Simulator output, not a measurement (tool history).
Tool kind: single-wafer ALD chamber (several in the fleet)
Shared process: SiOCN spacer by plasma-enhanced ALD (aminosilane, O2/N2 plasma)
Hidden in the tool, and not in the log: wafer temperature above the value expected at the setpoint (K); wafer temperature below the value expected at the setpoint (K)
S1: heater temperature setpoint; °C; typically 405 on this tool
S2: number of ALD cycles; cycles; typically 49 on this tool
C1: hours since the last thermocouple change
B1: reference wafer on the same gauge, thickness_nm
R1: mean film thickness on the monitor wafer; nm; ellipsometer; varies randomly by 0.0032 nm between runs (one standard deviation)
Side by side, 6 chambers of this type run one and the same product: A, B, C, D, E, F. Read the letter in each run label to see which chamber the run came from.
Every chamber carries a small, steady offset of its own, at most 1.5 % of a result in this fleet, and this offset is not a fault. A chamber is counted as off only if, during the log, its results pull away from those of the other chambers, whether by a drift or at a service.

run,day,S1,S2,C1,B1,R1
1F,0.504,405,49,930.0,3.0508,2.8826
2C,1.029,405,49,705.0,3.0512,2.9308
3D,1.533,405,49,2286.6,3.0515,2.8754
4B,1.812,405,49,1021.7,3.0523,2.8993
5A,2.379,405,49,1528.9,3.0531,2.9206
6E,2.808,405,49,152.8,3.0523,2.9257
7B,3.325,405,49,1058.0,3.0520,2.9061
8D,3.721,410,41,2339.1,3.0532,2.3729
9C,4.088,410,41,778.4,3.0532,2.4144
10E,4.392,410,41,190.8,3.0536,2.4116
11A,4.825,410,41,1587.6,3.0536,2.4166
12F,5.100,410,41,1040.3,3.0546,2.3791
13B,5.583,410,41,1112.2,3.0543,2.3942
14F,6.100,405,49,1064.3,3.0551,2.8970
15A,6.600,405,49,1630.2,3.0552,2.9281
16D,6.908,405,49,2415.6,3.0552,2.8772
17C,7.275,419,40,854.9,3.0548,2.2904
18E,7.583,419,40,267.4,3.0560,2.2871
19C,8.121,419,40,875.2,3.0569,2.2880
20A,8.658,419,40,1679.6,3.0563,2.2916
21F,9.046,419,40,1135.0,3.0569,2.2648
22E,9.467,419,40,312.6,3.0578,2.2892
23B,9.725,405,49,1211.6,3.0584,2.9115
# day 9.775: chamber D: thermocouple changed; heater temperature recalibrated
24D,10.017,405,49,5.8,3.0577,2.8870
25E,10.346,405,49,333.7,3.0584,2.9216
26C,10.608,405,49,934.9,3.0579,2.9354
27A,11.092,405,49,1738.0,3.0584,2.9344
28B,11.379,405,49,1251.3,3.0594,2.9063
29D,11.821,405,49,49.1,3.0596,2.8905
30F,12.362,405,49,1214.6,3.0586,2.8903
31A,12.917,405,49,1781.8,3.0608,2.9366
32B,13.242,415,44,1296.0,3.0598,2.5344
33C,13.554,415,44,1005.6,3.0614,2.5545
34D,13.883,415,44,98.6,3.0613,2.5125
35E,14.421,415,44,431.5,3.0613,2.5546
# day 14.592: chamber F: thermocouple changed; heater temperature recalibrated
36F,14.967,415,44,9.1,3.0625,2.5265
37E,15.475,415,44,456.8,3.0629,2.5533
38B,15.725,405,49,1355.6,3.0625,2.9124
39F,16.188,405,49,38.4,3.0629,2.9040
40D,16.683,405,49,165.8,3.0626,2.8913
41A,17.133,405,49,1883.0,3.0629,2.9410

Each of the 6 chambers runs these same settings next. Fill in every chamber's results:
42A,17.542,416,49,,,?
42B,17.542,416,49,,,?
42C,17.542,416,49,,,?
42D,17.542,416,49,,,?
42E,17.542,416,49,,,?
42F,17.542,416,49,,,?

run,R1
42A,2.8345
42B,2.8168
42C,2.8428
42D,2.7958
42E,2.8360
42F,2.8025

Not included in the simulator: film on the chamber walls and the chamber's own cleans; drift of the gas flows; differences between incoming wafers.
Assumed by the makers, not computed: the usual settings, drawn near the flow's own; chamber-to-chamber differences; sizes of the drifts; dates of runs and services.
